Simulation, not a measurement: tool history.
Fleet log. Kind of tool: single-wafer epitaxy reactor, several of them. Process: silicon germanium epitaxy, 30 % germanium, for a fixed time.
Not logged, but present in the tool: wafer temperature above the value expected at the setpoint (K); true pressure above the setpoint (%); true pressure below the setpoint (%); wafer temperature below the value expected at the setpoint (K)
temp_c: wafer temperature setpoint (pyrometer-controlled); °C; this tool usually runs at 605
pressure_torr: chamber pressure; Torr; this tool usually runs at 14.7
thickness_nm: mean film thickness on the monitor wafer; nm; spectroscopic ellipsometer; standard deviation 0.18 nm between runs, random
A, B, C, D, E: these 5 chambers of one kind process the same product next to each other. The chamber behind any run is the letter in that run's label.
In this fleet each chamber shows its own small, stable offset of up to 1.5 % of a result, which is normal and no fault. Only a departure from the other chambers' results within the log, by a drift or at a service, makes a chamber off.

| run | hour | temp_c | pressure_torr | hours since the last pyrometer calibration | hours since the last manometer calibration | read-back reference wafer on the same gauge, thickness_nm | thickness_nm |
|---|---|---|---|---|---|---|---|
| 1C | 8.1 | 605 | 14.7 | 966.2 | 252.9 | 60.258 | 57.049 |
| 2B | 12.5 | 605 | 14.7 | 125 | 1822.6 | 60.275 | 57.385 |
| 3A | 17.5 | 605 | 14.7 | 1801.9 | 873.1 | 60.309 | 57.466 |
| 4D | 22.1 | 605 | 14.7 | 1768.4 | 1016.1 | 60.305 | 56.735 |
| 5E | 26 | 605 | 13 | 1865.7 | 1639.8 | 60.285 | 53.636 |
| 6E | 34.6 | 605 | 13 | 1874.3 | 1648.4 | 60.26 | 54.045 |
| 7C | 42.9 | 605 | 13 | 1001 | 287.7 | 60.317 | 54.096 |
| 8B | 47.8 | 605 | 13 | 160.3 | 1857.9 | 60.278 | 54.658 |
| 9D | 53.3 | 605 | 13 | 1799.6 | 1047.3 | 60.363 | 54.308 |
| 10A | 60.3 | 615 | 14.7 | 1844.7 | 915.9 | 60.269 | 68.755 |
| 11B | 66.4 | 615 | 14.7 | 178.9 | 1876.5 | 60.31 | 68.192 |
| 12C | 74.7 | 615 | 14.7 | 1032.8 | 319.5 | 60.311 | 67.863 |
| 13D | 81 | 615 | 14.7 | 1827.3 | 1075 | 60.337 | 67.247 |
| 14A | 88.5 | 615 | 14.7 | 1872.9 | 944.1 | 60.258 | 68.988 |
| 15E | 92.7 | 605 | 14.7 | 1932.4 | 1706.5 | 60.306 | 56.618 |
| 16B | 100.9 | 605 | 14.7 | 213.4 | 1911 | 60.289 | 57.076 |
| 17E | 105.4 | 605 | 14.7 | 1945.1 | 1719.2 | 60.292 | 56.36 |
| 18D | 112.1 | 605 | 14.7 | 1858.4 | 1106.1 | 60.338 | 56.487 |
| 19C | 116.7 | 605 | 14.7 | 1074.8 | 361.5 | 60.315 | 56.833 |
| 20A | 122.8 | 605 | 14.7 | 1907.2 | 978.4 | 60.311 | 57.567 |
| 21C | 130.5 | 605 | 14.7 | 1088.6 | 375.3 | 60.324 | 57.092 |
| 22E | 134.8 | 605 | 13.2 | 1974.5 | 1748.6 | 60.254 | 54.107 |
| 23A | 143.6 | 605 | 13.2 | 1928 | 999.2 | 60.263 | 55.002 |
| 24B | 148.4 | 605 | 13.2 | 260.9 | 1958.5 | 60.322 | 54.575 |
| 25D | 156.2 | 605 | 13.2 | 1902.5 | 1150.2 | 60.271 | 53.587 |
| 26C | 161.9 | 605 | 13.2 | 1120 | 406.7 | 60.31 | 54.543 |
| 27A | 167.4 | 605 | 14.7 | 1951.8 | 1023 | 60.326 | 57.611 |
| 28B | 173 | 605 | 14.7 | 285.5 | 1983.1 | 60.329 | 57.286 |
| 29E | 181.4 | 605 | 12.1 | 2021.1 | 1795.2 | 60.338 | 52.434 |
| 30D | 188.8 | 605 | 12.1 | 1935.1 | 1182.8 | 60.265 | 51.39 |
| 31E | 195.9 | 605 | 12.1 | 2035.6 | 1809.7 | 60.319 | 52.141 |
| 32D | 202.5 | 605 | 12.1 | 1948.8 | 1196.5 | 60.293 | 51.244 |
| 33B | 207.8 | 605 | 12.1 | 320.3 | 2017.9 | 60.3 | 52.944 |
| 34A | 216.6 | 605 | 14.7 | 2001 | 1072.2 | 60.276 | 57.606 |
| 35C | 224.8 | 605 | 14.7 | 1182.9 | 469.6 | 60.316 | 56.643 |
| 36C | 231.6 | 592 | 18.3 | 1189.7 | 476.4 | 60.325 | 49.065 |
| 37A | 237.6 | 592 | 18.3 | 2022 | 1093.2 | 60.267 | 49.421 |

For the next run the whole fleet of 5 chambers uses the same settings. Give each chamber's results:
| 38A | 243.9 | 605 | 14.7 |  |  |  | ? |
| 38B | 243.9 | 605 | 14.7 |  |  |  | ? |
| 38C | 243.9 | 605 | 14.7 |  |  |  | ? |
| 38D | 243.9 | 605 | 14.7 |  |  |  | ? |
| 38E | 243.9 | 605 | 14.7 |  |  |  | ? |

| run | thickness_nm |
|---|---|
| 38A | 57.494 |
| 38B | 56.935 |
| 38C | 57.364 |
| 38D | 54.94 |
| 38E | 56.526 |

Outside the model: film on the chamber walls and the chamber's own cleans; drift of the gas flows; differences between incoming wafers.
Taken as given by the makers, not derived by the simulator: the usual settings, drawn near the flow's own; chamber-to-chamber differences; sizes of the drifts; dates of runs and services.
